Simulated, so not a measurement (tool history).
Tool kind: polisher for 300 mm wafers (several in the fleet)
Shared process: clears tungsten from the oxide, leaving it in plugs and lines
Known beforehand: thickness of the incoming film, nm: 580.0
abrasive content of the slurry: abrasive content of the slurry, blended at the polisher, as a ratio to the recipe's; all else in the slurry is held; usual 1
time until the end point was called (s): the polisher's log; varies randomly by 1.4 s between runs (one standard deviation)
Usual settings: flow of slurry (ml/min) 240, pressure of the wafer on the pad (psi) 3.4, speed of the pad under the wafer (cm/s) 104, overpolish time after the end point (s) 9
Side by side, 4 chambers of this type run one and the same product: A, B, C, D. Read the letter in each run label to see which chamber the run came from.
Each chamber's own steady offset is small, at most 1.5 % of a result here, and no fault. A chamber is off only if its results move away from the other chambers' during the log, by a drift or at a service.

run   hour  flow of slurry (ml/min)  pressure of the wafer on the pad (psi)  speed of the pad under the wafer (cm/s)  abrasive content of the slurry  overpolish time after the end point (s)  time until the end point was called (s)
 1D    3.2                      240                                     3.4                                      104                               1                                        9                                   126.67
       5.5  -- chamber C: slurry tank refilled with fresh slurry and peroxide
       5.6  -- chamber D: slurry tank refilled with fresh slurry and peroxide
 2C   10.3                      240                                     3.4                                      104                               1                                        9                                   126.93
      14.9  -- chamber C: worn pad replaced by a new one
 3B   15.7                      240                                     3.4                                      104                               1                                        9                                   125.18
 4A   19.9                      240                                     3.4                                      104                               1                                        9                                   127.06
      26.6  -- chamber C: slurry blender recalibrated
 5A   26.7                      240                                     3.4                                      104                               1                                        9                                    123.8
 6D   31.4                      240                                     3.4                                      104                               1                                        9                                    123.6
 7C   36.1                      240                                     3.4                                      104                               1                                        9                                   126.62
        39  -- chamber D: head pressure recalibrated
 8B   41.2                      240                                     3.4                                      104                               1                                        9                                    125.5
 9C     46                      240                                     3.4                                      104                               1                                        9                                   124.88
      48.2  -- chamber B: worn pad replaced by a new one
10D   49.3                      240                                     3.4                                      104                               1                                        9                                   140.71
      51.5  -- chamber A: slurry nozzle cleaned
11A   55.3                      240                                     3.4                                      104                               1                                        9                                   126.35
      57.8  -- chamber D: slurry tank refilled with fresh slurry and peroxide
12B   60.1                      240                                     3.4                                      104                               1                                        9                                   127.29
      64.5  -- chamber B: head pressure recalibrated
13D   65.4                      240                                     3.4                                      104                               1                                        9                                   141.79
      67.3  -- chamber D: worn pad replaced by a new one
      70.5  -- chamber A: slurry tank refilled with fresh slurry and peroxide
      70.7  -- chamber C: head pressure recalibrated
14C   71.6                      240                                     3.4                                      104                               1                                        9                                      130
      76.7  -- chamber A: worn pad replaced by a new one
15A   77.1                      240                                     3.4                                      104                               1                                        9                                   126.25
      79.7  -- chamber B: slurry blender recalibrated
16B   81.7                      240                                     3.4                                      104                               1                                        9                                   126.79
17B     86                      240                                     3.4                                      104                               1                                        9                                   128.37
18D   89.2                      240                                     3.4                                      104                               1                                        9                                   141.24
19A   93.3                      240                                     3.4                                      104                               1                                        9                                   123.46
20C   98.3                      240                                     3.4                                      104                               1                                        9                                   123.69
      99.8  -- chamber C: worn pad replaced by a new one
21A  105.2                      240                                     3.4                                      104                               1                                        9                                   124.56
22D  109.6                      240                                     3.4                                      104                               1                                        9                                   142.12
23B  113.1                      240                                     3.4                                      104                               1                                        9                                   129.97
24C  117.1                      240                                     3.4                                      104                               1                                        9                                   127.03
25A  120.9                      240                                     3.4                                      104                               1                                        9                                   124.19

Is one chamber out of step, is the gauge drifting, or do the chambers differ by no more than their own small offsets? For an off chamber, give its letter and the likeliest cause.

The work done on chamber D during a service left it standing apart from the others.
Cause: head's pressure below its setpoint, % = 11.3.

Below are 4 candidate recipes for chamber D's next run, each the usual settings with a change, their results shown as question marks. Which of them brings D's results back in line with what the other chambers give on the usual settings?
In-line tolerance around the mean of the other chambers on the usual settings: time until the end point was called (s) 4.9
26D-1  125.9                      240                                     3.8                                      116                               1                                        9                                        ?
26D-2  125.9                      240                                     3.2                                       98                               1                                        9                                        ?
26D-3  125.9                      240                                     3.6                                      110                               1                                        9                                        ?
26D-4  125.9                      235                                     3.4                                       86                            0.95                                        9                                        ?

The other chambers' mean on the usual settings: time until the end point was called (s) 126.25
  run  time until the end point was called (s)
26D-1                                   113.48
26D-2                                   159.65
26D-3                                   126.35
26D-4                                   173.91
26D-3 brings the chamber back in line.
